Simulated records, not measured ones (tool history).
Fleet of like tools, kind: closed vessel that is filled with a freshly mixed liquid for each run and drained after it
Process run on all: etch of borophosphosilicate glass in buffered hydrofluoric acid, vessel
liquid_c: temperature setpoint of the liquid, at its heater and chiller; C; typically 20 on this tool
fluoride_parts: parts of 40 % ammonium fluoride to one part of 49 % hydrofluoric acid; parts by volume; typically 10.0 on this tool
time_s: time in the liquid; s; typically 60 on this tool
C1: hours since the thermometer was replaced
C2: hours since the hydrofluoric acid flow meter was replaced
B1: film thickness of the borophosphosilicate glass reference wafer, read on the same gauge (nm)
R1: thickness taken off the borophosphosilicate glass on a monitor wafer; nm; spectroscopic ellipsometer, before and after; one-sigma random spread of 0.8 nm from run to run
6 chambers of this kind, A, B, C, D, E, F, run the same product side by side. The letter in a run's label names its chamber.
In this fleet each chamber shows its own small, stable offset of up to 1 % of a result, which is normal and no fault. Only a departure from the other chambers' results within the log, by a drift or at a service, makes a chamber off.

{"run": "1A", "hour": 6.9, "liquid_c": 20, "fluoride_parts": 10.0, "time_s": 60, "C1": 1420.9, "C2": 588.1, "B1": 110.02, "R1": 98.43}
{"run": "2B", "hour": 16.7, "liquid_c": 20, "fluoride_parts": 10.0, "time_s": 60, "C1": 264.3, "C2": 568.7, "B1": 110.03, "R1": 97.742}
{"run": "3E", "hour": 22.4, "liquid_c": 20, "fluoride_parts": 10.0, "time_s": 60, "C1": 2045.1, "C2": 555.4, "B1": 109.99, "R1": 100.97}
{"run": "4D", "hour": 31.8, "liquid_c": 20, "fluoride_parts": 10.0, "time_s": 60, "C1": 1377.3, "C2": 376.2, "B1": 109.98, "R1": 98.276}
{"run": "5C", "hour": 38.8, "liquid_c": 20, "fluoride_parts": 10.0, "time_s": 60, "C1": 713.0, "C2": 558.0, "B1": 110.02, "R1": 98.573}
{"run": "6F", "hour": 45.2, "liquid_c": 20, "fluoride_parts": 10.0, "time_s": 60, "C1": 444.4, "C2": 1127.3, "B1": 109.99, "R1": 98.762}
{"run": "7C", "hour": 54.0, "liquid_c": 20, "fluoride_parts": 10.0, "time_s": 60, "C1": 728.2, "C2": 573.2, "B1": 110.01, "R1": 99.765}
{"run": "8B", "hour": 61.2, "liquid_c": 20, "fluoride_parts": 10.0, "time_s": 60, "C1": 308.8, "C2": 613.2, "B1": 110.03, "R1": 99.278}
{"run": "9F", "hour": 71.1, "liquid_c": 17, "fluoride_parts": 10.0, "time_s": 60, "C1": 470.3, "C2": 1153.2, "B1": 109.99, "R1": 84.001}
{"run": "10E", "hour": 80.7, "liquid_c": 17, "fluoride_parts": 10.0, "time_s": 60, "C1": 2103.4, "C2": 613.7, "B1": 110.01, "R1": 84.829}
{"run": "11A", "hour": 86.8, "liquid_c": 17, "fluoride_parts": 10.0, "time_s": 60, "C1": 1500.8, "C2": 668.0, "B1": 109.99, "R1": 83.01}
{"run": "12D", "hour": 95.2, "liquid_c": 17, "fluoride_parts": 10.0, "time_s": 60, "C1": 1440.7, "C2": 439.6, "B1": 109.97, "R1": 83.018}
{"run": "13B", "hour": 100.1, "liquid_c": 17, "fluoride_parts": 10.0, "time_s": 60, "C1": 347.7, "C2": 652.1, "B1": 110.03, "R1": 81.727}
{"run": "14C", "hour": 107.0, "liquid_c": 17, "fluoride_parts": 10.0, "time_s": 60, "C1": 781.2, "C2": 626.2, "B1": 110.0, "R1": 84.825}
{"run": "15F", "hour": 117.7, "liquid_c": 22, "fluoride_parts": 11.5, "time_s": 60, "C1": 516.9, "C2": 1199.8, "B1": 109.98, "R1": 96.752}
{"run": "16E", "hour": 124.6, "liquid_c": 22, "fluoride_parts": 11.5, "time_s": 60, "C1": 2147.3, "C2": 657.6, "B1": 109.99, "R1": 98.613}
{"run": "17D", "hour": 130.5, "liquid_c": 22, "fluoride_parts": 11.5, "time_s": 60, "C1": 1476.0, "C2": 474.9, "B1": 109.99, "R1": 96.637}
{"run": "18A", "hour": 135.7, "liquid_c": 22, "fluoride_parts": 11.5, "time_s": 60, "C1": 1549.7, "C2": 716.9, "B1": 110.01, "R1": 99.882}
{"run": "19B", "hour": 142.8, "liquid_c": 22, "fluoride_parts": 11.5, "time_s": 60, "C1": 390.4, "C2": 694.8, "B1": 109.99, "R1": 97.55}
{"run": "20D", "hour": 150.6, "liquid_c": 22, "fluoride_parts": 11.5, "time_s": 60, "C1": 1496.1, "C2": 495.0, "B1": 110.02, "R1": 95.865}
{"run": "21E", "hour": 161.4, "liquid_c": 20, "fluoride_parts": 10.0, "time_s": 60, "C1": 2184.1, "C2": 694.4, "B1": 110.01, "R1": 101.41}
{"hour": 169.8, "done": "chamber D: thermometer replaced"}
{"run": "22F", "hour": 171.6, "liquid_c": 20, "fluoride_parts": 10.0, "time_s": 60, "C1": 570.8, "C2": 1253.7, "B1": 110.01, "R1": 99.036}
{"run": "23A", "hour": 182.0, "liquid_c": 20, "fluoride_parts": 10.0, "time_s": 60, "C1": 1596.0, "C2": 763.2, "B1": 109.98, "R1": 102.98}
{"run": "24C", "hour": 190.0, "liquid_c": 20, "fluoride_parts": 10.0, "time_s": 60, "C1": 864.2, "C2": 709.2, "B1": 110.01, "R1": 99.239}
{"run": "25A", "hour": 194.9, "liquid_c": 20, "fluoride_parts": 13.5, "time_s": 60, "C1": 1608.9, "C2": 776.1, "B1": 110.01, "R1": 77.879}
{"run": "26C", "hour": 200.0, "liquid_c": 20, "fluoride_parts": 13.5, "time_s": 60, "C1": 874.2, "C2": 719.2, "B1": 110.01, "R1": 75.346}
{"run": "27D", "hour": 205.5, "liquid_c": 20, "fluoride_parts": 13.5, "time_s": 60, "C1": 35.7, "C2": 549.9, "B1": 109.99, "R1": 73.05}
{"run": "28E", "hour": 211.2, "liquid_c": 20, "fluoride_parts": 13.5, "time_s": 60, "C1": 2233.9, "C2": 744.2, "B1": 110.02, "R1": 75.014}
{"run": "29B", "hour": 217.0, "liquid_c": 20, "fluoride_parts": 13.5, "time_s": 60, "C1": 464.6, "C2": 769.0, "B1": 110.0, "R1": 72.468}
{"hour": 222.0, "done": "chamber D: hydrofluoric acid flow meter replaced"}
{"run": "30F", "hour": 226.8, "liquid_c": 20, "fluoride_parts": 13.5, "time_s": 60, "C1": 626.0, "C2": 1308.9, "B1": 110.0, "R1": 72.862}
{"run": "31E", "hour": 237.6, "liquid_c": 20, "fluoride_parts": 10.0, "time_s": 60, "C1": 2260.3, "C2": 770.6, "B1": 110.0, "R1": 101.13}
{"run": "32F", "hour": 247.8, "liquid_c": 20, "fluoride_parts": 10.0, "time_s": 60, "C1": 647.0, "C2": 1329.9, "B1": 110.0, "R1": 98.698}
{"run": "33B", "hour": 253.4, "liquid_c": 20, "fluoride_parts": 10.0, "time_s": 60, "C1": 501.0, "C2": 805.4, "B1": 109.98, "R1": 97.406}
{"run": "34D", "hour": 264.1, "liquid_c": 20, "fluoride_parts": 6.5, "time_s": 60, "C1": 94.3, "C2": 42.1, "B1": 110.01, "R1": 147.88}
{"run": "35C", "hour": 273.9, "liquid_c": 20, "fluoride_parts": 6.5, "time_s": 60, "C1": 948.1, "C2": 793.1, "B1": 109.98, "R1": 147.53}
{"run": "36A", "hour": 281.0, "liquid_c": 20, "fluoride_parts": 6.5, "time_s": 60, "C1": 1695.0, "C2": 862.2, "B1": 110.01, "R1": 162.64}
{"run": "37C", "hour": 289.9, "liquid_c": 20, "fluoride_parts": 6.5, "time_s": 60, "C1": 964.1, "C2": 809.1, "B1": 110.03, "R1": 149.22}

Predict what each chamber gives when all 6 of them run the settings below next.
{"run": "38A", "hour": 297.9, "liquid_c": 20, "fluoride_parts": 10.0, "time_s": 60, "R1": "?"}
{"run": "38B", "hour": 297.9, "liquid_c": 20, "fluoride_parts": 10.0, "time_s": 60, "R1": "?"}
{"run": "38C", "hour": 297.9, "liquid_c": 20, "fluoride_parts": 10.0, "time_s": 60, "R1": "?"}
{"run": "38D", "hour": 297.9, "liquid_c": 20, "fluoride_parts": 10.0, "time_s": 60, "R1": "?"}
{"run": "38E", "hour": 297.9, "liquid_c": 20, "fluoride_parts": 10.0, "time_s": 60, "R1": "?"}
{"run": "38F", "hour": 297.9, "liquid_c": 20, "fluoride_parts": 10.0, "time_s": 60, "R1": "?"}

run=38A R1=109.770
run=38B R1=98.904
run=38C R1=99.488
run=38D R1=97.909
run=38E R1=100.660
run=38F R1=99.034
